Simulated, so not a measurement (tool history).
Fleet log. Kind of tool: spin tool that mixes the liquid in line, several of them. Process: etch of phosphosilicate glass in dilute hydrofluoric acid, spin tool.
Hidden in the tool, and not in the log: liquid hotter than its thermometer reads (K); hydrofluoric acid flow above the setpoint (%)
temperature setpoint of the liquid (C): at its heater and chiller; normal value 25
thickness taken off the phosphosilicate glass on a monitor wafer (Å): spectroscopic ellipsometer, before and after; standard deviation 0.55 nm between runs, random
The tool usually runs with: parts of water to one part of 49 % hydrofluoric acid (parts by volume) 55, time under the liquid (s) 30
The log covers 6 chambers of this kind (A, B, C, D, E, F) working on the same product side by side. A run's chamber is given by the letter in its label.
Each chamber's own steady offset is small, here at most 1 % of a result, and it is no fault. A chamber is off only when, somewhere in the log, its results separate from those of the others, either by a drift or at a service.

run	hour	temperature setpoint of the liquid (C)	parts of water to one part of 49 % hydrofluoric acid (parts by volume)	time under the liquid (s)	hours since the thermometer was replaced	hours since the hydrofluoric acid flow meter was replaced	read-back film thickness of the phosphosilicate glass reference wafer, read on the same gauge (nm)	thickness taken off the phosphosilicate glass on a monitor wafer (Å)
1C	3.8	25	55	30	783.8	1517.4	80.015	698.19
2A	8.3	25	55	30	266.2	908.5	79.996	684.90
3E	12.4	25	55	30	1035.0	891.5	79.991	686.22
4B	16.6	25	55	30	171.1	197.1	79.993	698.19
5D	21.1	25	55	30	715.6	262.3	79.976	684.76
6F	28.8	25	55	30	516.0	266.1	79.990	689.87
7B	34.8	25	55	30	189.3	215.3	79.985	682.88
8A	40.2	25	55	30	298.1	940.4	79.958	698.94
9F	45.0	25	55	30	532.2	282.3	79.978	693.75
10E	50.4	25	55	30	1073.0	929.5	79.995	692.70
11C	56.9	25	55	30	836.9	1570.5	79.996	695.44
12D	64.7	25	55	30	759.2	305.9	79.995	692.83
13B	71.2	25	55	30	225.7	251.7	80.026	685.14
14F	77.0	25	55	30	564.2	314.3	79.994	695.00
15A	83.7	25	55	30	341.6	983.9	80.026	709.93
16D	89.6	29	25	30	784.1	330.8	80.004	1799.40
17C	93.1	29	25	30	873.1	1606.7	80.027	1895.60
18E	99.8	29	25	30	1122.4	978.9	80.017	1874.30
# hour 100.9: chamber D: thermometer replaced
19F	107.0	29	25	30	594.2	344.3	80.006	1870.80
20E	114.2	29	25	30	1136.8	993.3	79.990	1859.00
21D	119.7	29	25	30	18.8	360.9	79.995	1816.40
22C	125.4	25	55	30	905.4	1639.0	80.003	691.79
23A	129.7	25	55	30	387.6	1029.9	80.004	727.24
24B	133.6	25	55	30	288.1	314.1	79.992	688.99
25D	139.0	25	55	30	38.1	380.2	80.005	689.11
26B	142.5	25	55	30	297.0	323.0	80.028	692.93
27F	148.0	25	55	30	635.2	385.3	79.996	682.09
28A	151.5	25	45	35	409.4	1051.7	79.992	1054.40
29C	159.1	25	45	35	939.1	1672.7	80.010	1002.10
30E	164.1	25	45	35	1186.7	1043.2	80.024	981.69
31F	169.4	25	45	35	656.6	406.7	80.035	991.51
32C	173.4	25	45	35	953.4	1687.0	80.003	1000.60
33A	179.7	25	45	35	437.6	1079.9	79.998	1057.80
34E	186.5	25	55	30	1209.1	1065.6	79.995	685.53
# hour 187.8: chamber C: thermometer replaced
# hour 187.9: chamber E: hydrofluoric acid flow meter replaced
35B	190.0	25	55	30	344.5	370.5	80.005	691.38
36D	195.1	25	55	15	94.2	436.3	80.005	341.39
37B	198.9	25	55	15	353.4	379.4	80.024	348.15
38F	205.8	25	55	15	693.0	443.1	80.001	346.20
39A	211.7	25	55	15	469.6	1111.9	79.975	364.47
40E	216.3	25	55	15	1238.9	28.4	80.007	344.29
41C	220.0	25	55	15	32.3	1733.6	79.964	342.46
42D	225.2	25	55	30	124.3	466.4	80.039	669.01
43E	228.8	25	55	30	1251.4	40.9	79.989	684.40
44D	236.6	25	55	30	135.7	477.8	80.016	682.95

All chambers now run identical settings, listed one chamber a line with results as question marks. What results will each chamber show?
45A	242.3	25	55	15				?
45B	242.3	25	55	15				?
45C	242.3	25	55	15				?
45D	242.3	25	55	15				?
45E	242.3	25	55	15				?
45F	242.3	25	55	15				?

run	thickness taken off the phosphosilicate glass on a monitor wafer (Å)
45A	373.04
45B	349.62
45C	345.51
45D	338.54
45E	341.01
45F	340.71
